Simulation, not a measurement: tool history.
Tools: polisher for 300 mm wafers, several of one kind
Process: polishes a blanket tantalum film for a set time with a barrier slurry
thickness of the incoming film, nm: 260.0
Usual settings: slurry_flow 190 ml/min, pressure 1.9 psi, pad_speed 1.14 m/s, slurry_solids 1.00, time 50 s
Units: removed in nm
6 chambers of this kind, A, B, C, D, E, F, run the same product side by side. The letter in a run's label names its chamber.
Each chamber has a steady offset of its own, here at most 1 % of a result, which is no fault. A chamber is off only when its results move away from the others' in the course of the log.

run   hour  slurry_flow  pressure  pad_speed  slurry_solids  time  removed
       4.9  -- chamber C: worn pad replaced by a new one
 1E    8.9          190       1.9       1.14           1.00    50   86.844
 2C   18.0          190       1.9       1.14           1.00    50   88.595
 3F   26.1          190       1.9       1.14           1.00    50   89.449
      31.3  -- chamber B: worn pad replaced by a new one
      34.3  -- chamber E: worn pad replaced by a new one
 4B   36.1          190       1.9       1.14           1.00    50   87.533
 5D   45.5          190       1.9       1.14           1.00    50   86.531
      50.3  -- chamber D: worn pad replaced by a new one
 6A   52.1          190       1.9       1.14           0.70    55   86.064
 7F   60.3          190       1.9       1.14           0.70    55   86.510
      67.5  -- chamber F: worn pad replaced by a new one
 8D   68.9          190       1.9       1.14           0.70    55   85.128
 9C   79.7          190       1.9       1.14           0.70    55   85.459
      80.2  -- chamber C: slurry blender recalibrated
      82.6  -- chamber A: worn pad replaced by a new one
10E   94.6          190       1.9       1.14           0.70    55   86.254
      96.7  -- chamber C: worn pad replaced by a new one
      98.0  -- chamber A: head pressure recalibrated
     102.8  -- chamber B: slurry blender recalibrated
11B  105.8          190       1.9       1.14           0.70    55   84.621
12A  119.0          190       1.9       1.14           1.00    50   89.846
     124.9  -- chamber B: slurry nozzle cleaned
     126.8  -- chamber B: worn pad replaced by a new one
     128.2  -- chamber E: worn pad replaced by a new one
13F  129.8          190       1.9       1.14           1.25    50   93.360
14C  137.1          190       1.9       1.14           1.25    50   92.873
     144.4  -- chamber F: worn pad replaced by a new one
15A  148.8          190       1.9       1.14           1.25    50   93.794
     150.7  -- chamber D: worn pad replaced by a new one
     154.7  -- chamber D: head pressure recalibrated
16E  155.8          190       1.9       1.14           1.25    50   93.829
17D  165.7          190       1.9       1.14           1.25    50   93.449
     173.5  -- chamber C: slurry blender recalibrated
     177.2  -- chamber F: slurry blender recalibrated
18B  178.2          190       1.9       1.14           1.25    50   92.018
     183.9  -- chamber A: worn pad replaced by a new one
     185.7  -- chamber A: slurry blender recalibrated
     186.8  -- chamber F: slurry nozzle cleaned
19B  187.7          190       1.9       1.14           1.00    50   87.463
     190.0  -- chamber D: slurry blender recalibrated
     195.6  -- chamber C: worn pad replaced by a new one
20F  200.1          190       1.9       1.14           1.00    50   89.186
21E  209.5          190       1.9       1.14           1.00    50   87.084
     213.5  -- chamber F: head pressure recalibrated
22D  219.7          190       1.9       1.14           1.00    50   87.600
     227.1  -- chamber D: worn pad replaced by a new one
     230.2  -- chamber B: worn pad replaced by a new one
     230.3  -- chamber E: worn pad replaced by a new one
23C  231.4          190       1.9       1.14           1.00    50   87.963
     231.7  -- chamber F: worn pad replaced by a new one
24A  241.5          190       1.9       1.14           1.00    50   87.731
     249.4  -- chamber B: slurry blender recalibrated
25C  250.8          190       1.9       1.14           1.20    50   91.732
26F  261.9          190       1.9       1.14           1.20    50  101.310
27A  271.5          190       1.9       1.14           1.20    50   92.131
     277.2  -- chamber C: slurry nozzle cleaned
     280.7  -- chamber C: slurry blender recalibrated
28D  281.4          190       1.9       1.14           1.20    50   91.792
     281.6  -- chamber C: worn pad replaced by a new one
     289.0  -- chamber A: worn pad replaced by a new one
29B  296.0          190       1.9       1.14           1.20    50   92.151
     306.8  -- chamber D: worn pad replaced by a new one
30E  310.0          190       1.9       1.14           1.20    50   92.630
31B  322.0          190       1.9       1.14           1.00    50   87.066
     328.3  -- chamber B: worn pad replaced by a new one
     328.6  -- chamber F: worn pad replaced by a new one
     329.3  -- chamber E: worn pad replaced by a new one
32F  330.6          190       1.9       1.14           0.85    50   92.234
33D  342.6          190       1.9       1.14           0.85    50   82.499
34C  351.8          190       1.9       1.14           0.85    50   83.692
     356.6  -- chamber C: worn pad replaced by a new one
35A  359.6          190       1.9       1.14           0.85    50   83.961
     361.7  -- chamber C: head pressure recalibrated
     368.9  -- chamber E: slurry blender recalibrated
36E  369.9          190       1.9       1.14           0.85    50   83.108
     370.0  -- chamber B: slurry blender recalibrated
     370.6  -- chamber A: worn pad replaced by a new one
     370.9  -- chamber D: slurry nozzle cleaned
37D  382.0          190       1.9       1.14           0.85    50   83.855
     384.3  -- chamber C: slurry blender recalibrated
38A  391.6          190       1.9       1.14           1.00    50   88.124
39B  404.8          190       1.9       1.14           1.00    50   88.328
     412.8  -- chamber F: worn pad replaced by a new one
40E  416.1          190       1.9       1.14           1.00    50   88.351
41F  429.3          190       1.9       1.14           1.00    50   97.999
42C  440.7          190       1.9       1.14           1.00    50   88.549

Is one chamber off against the others, does the gauge drift, or is nothing wrong? If a chamber is off, say which, and what the likeliest cause is.

A service left chamber F off against the others.
Cause: head's pressure above its setpoint, % = 9.28.

Here are 4 candidates for chamber F's next run, each the usual settings with a change, their results left as question marks. Which one brings its results back in line with what the others give on the usual settings?
In line means no further than this from the other chambers' mean on the usual settings: removed 2.600 nm
43F-1  451.7          190       1.9       1.14           1.15    50        ?
43F-2  451.7          165       1.9       1.14           0.80    50        ?
43F-3  451.7          190       1.9       1.12           1.00    49        ?
43F-4  451.7          190       2.0       1.16           1.00    51        ?

The other chambers' mean on the usual settings: removed 87.601 nm
  run  removed
43F-1  100.650
43F-2   88.604
43F-3   93.286
43F-4  105.950
43F-2 brings the chamber back in line.
